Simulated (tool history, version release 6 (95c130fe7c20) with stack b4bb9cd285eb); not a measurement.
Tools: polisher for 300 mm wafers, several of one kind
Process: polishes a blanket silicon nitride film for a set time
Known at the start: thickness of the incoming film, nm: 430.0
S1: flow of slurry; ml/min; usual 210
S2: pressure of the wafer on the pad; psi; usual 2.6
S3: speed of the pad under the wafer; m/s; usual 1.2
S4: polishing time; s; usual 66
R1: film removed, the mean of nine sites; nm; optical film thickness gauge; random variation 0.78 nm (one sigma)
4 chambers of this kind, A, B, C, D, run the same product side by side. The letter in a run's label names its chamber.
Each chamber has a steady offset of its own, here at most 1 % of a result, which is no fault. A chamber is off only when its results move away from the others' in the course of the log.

run	hour	S1	S2	S3	S4	R1
1D	8.8	210	2.6	1.2	66	88.938
# hour 13.3: chamber C: slurry nozzle cleaned
2B	17	210	2.6	1.2	66	90.124
3C	27.5	210	2.6	1.2	66	90.53
4A	34.5	210	2.6	1.2	66	89.782
# hour 40.2: chamber A: worn pad replaced by a new one
5A	44.8	210	2.6	1.2	66	89.873
# hour 47.7: chamber C: worn pad replaced by a new one
6C	56.6	210	2.6	1.2	66	90.102
# hour 57.4: chamber D: worn pad replaced by a new one
# hour 62.4: chamber B: worn pad replaced by a new one
7D	63.7	210	2.6	1.2	66	90.008
# hour 65.4: chamber A: slurry nozzle cleaned
8B	74.2	210	2.6	1.2	66	91.721
9A	85.2	210	2.6	0.92	73	82.184
10B	95.7	210	2.6	0.92	73	80.076
11C	106.3	210	2.6	0.92	73	79.446
12D	116.7	210	2.6	0.92	73	80.591
# hour 121.8: chamber C: worn pad replaced by a new one
13B	128.2	210	3.3	1.38	66	128.99
14D	137.9	210	3.3	1.38	66	126.97
15A	147.4	210	3.3	1.38	66	128.3
16C	152.7	210	3.3	1.38	66	123.79
# hour 157.7: chamber D: slurry nozzle cleaned
# hour 162.9: chamber A: head pressure recalibrated
17A	163.3	210	2.6	1.2	66	92.332
18D	170.6	210	2.6	1.2	66	89.306
# hour 179.5: chamber A: worn pad replaced by a new one
19B	180.5	210	2.6	1.2	66	90.412
# hour 183.6: chamber D: worn pad replaced by a new one
# hour 183.9: chamber C: worn pad replaced by a new one
20C	191.6	210	2.6	1.2	66	85.821
# hour 200.4: chamber B: worn pad replaced by a new one
21A	203.4	210	2.6	1.2	66	90.698
22D	209	160	2.6	1.2	84	108.87
23B	214.5	160	2.6	1.2	84	111.94
24C	223.2	160	2.6	1.2	84	104.41
# hour 226.3: chamber B: slurry nozzle cleaned
25C	233.9	160	2.6	1.2	84	103.93
26D	243.1	210	2.6	1.46	54	86.688
27B	249.1	210	2.6	1.46	54	87.125
28A	260	210	2.6	1.46	54	86.759
# hour 260.7: chamber C: worn pad replaced by a new one
29A	266.4	210	2.6	1.46	54	87.072
30D	274.2	210	2.6	1.2	66	90.563
31C	284.8	210	2.6	1.2	66	85.144
32B	291.1	210	2.6	1.2	66	90.431
33D	299	210	2.6	1.2	66	90.274
34C	310.7	210	2.6	1.2	66	82.866
# hour 314.7: chamber D: worn pad replaced by a new one
35B	316.3	210	2.6	1.2	66	90.01
# hour 323.6: chamber C: worn pad replaced by a new one
36A	324.9	210	2.6	1.2	66	91.941
37D	335.8	210	2.6	1.2	66	90.495
38C	341.8	210	2.6	1.2	66	84.86
# hour 351.6: chamber A: worn pad replaced by a new one
39B	353.3	210	2.6	1.2	66	90.316
40A	359.5	210	2.6	1.2	66	90.404

What goes on in this fleet: one chamber off, a drifting gauge, or nothing beyond the chambers' own small offsets? Name the chamber and the cause, if any.

Chamber C drifts away from the others.
Cause: head's pressure below its setpoint, % = 8.75.
The log may not tell that from: slurry flow missing at the pad, %.

Here are 4 candidates for chamber C's next run, each the usual settings with a change, their results left as question marks. Which one brings its results back in line with what the others give on the usual settings?
In line means no further than this from the other chambers' mean on the usual settings: R1 2.7 nm
41C-1	368	210	2.5	1.16	64	?
41C-2	368	215	2.6	1.2	77	?
41C-3	368	210	2.7	1.24	68	?
41C-4	368	210	2.6	0.98	66	?

The other chambers' mean on the usual settings: R1 90.506 nm
run	R1
41C-1	74.871
41C-2	96.451
41C-3	90.461
41C-4	70.258
41C-3 brings the chamber back in line.
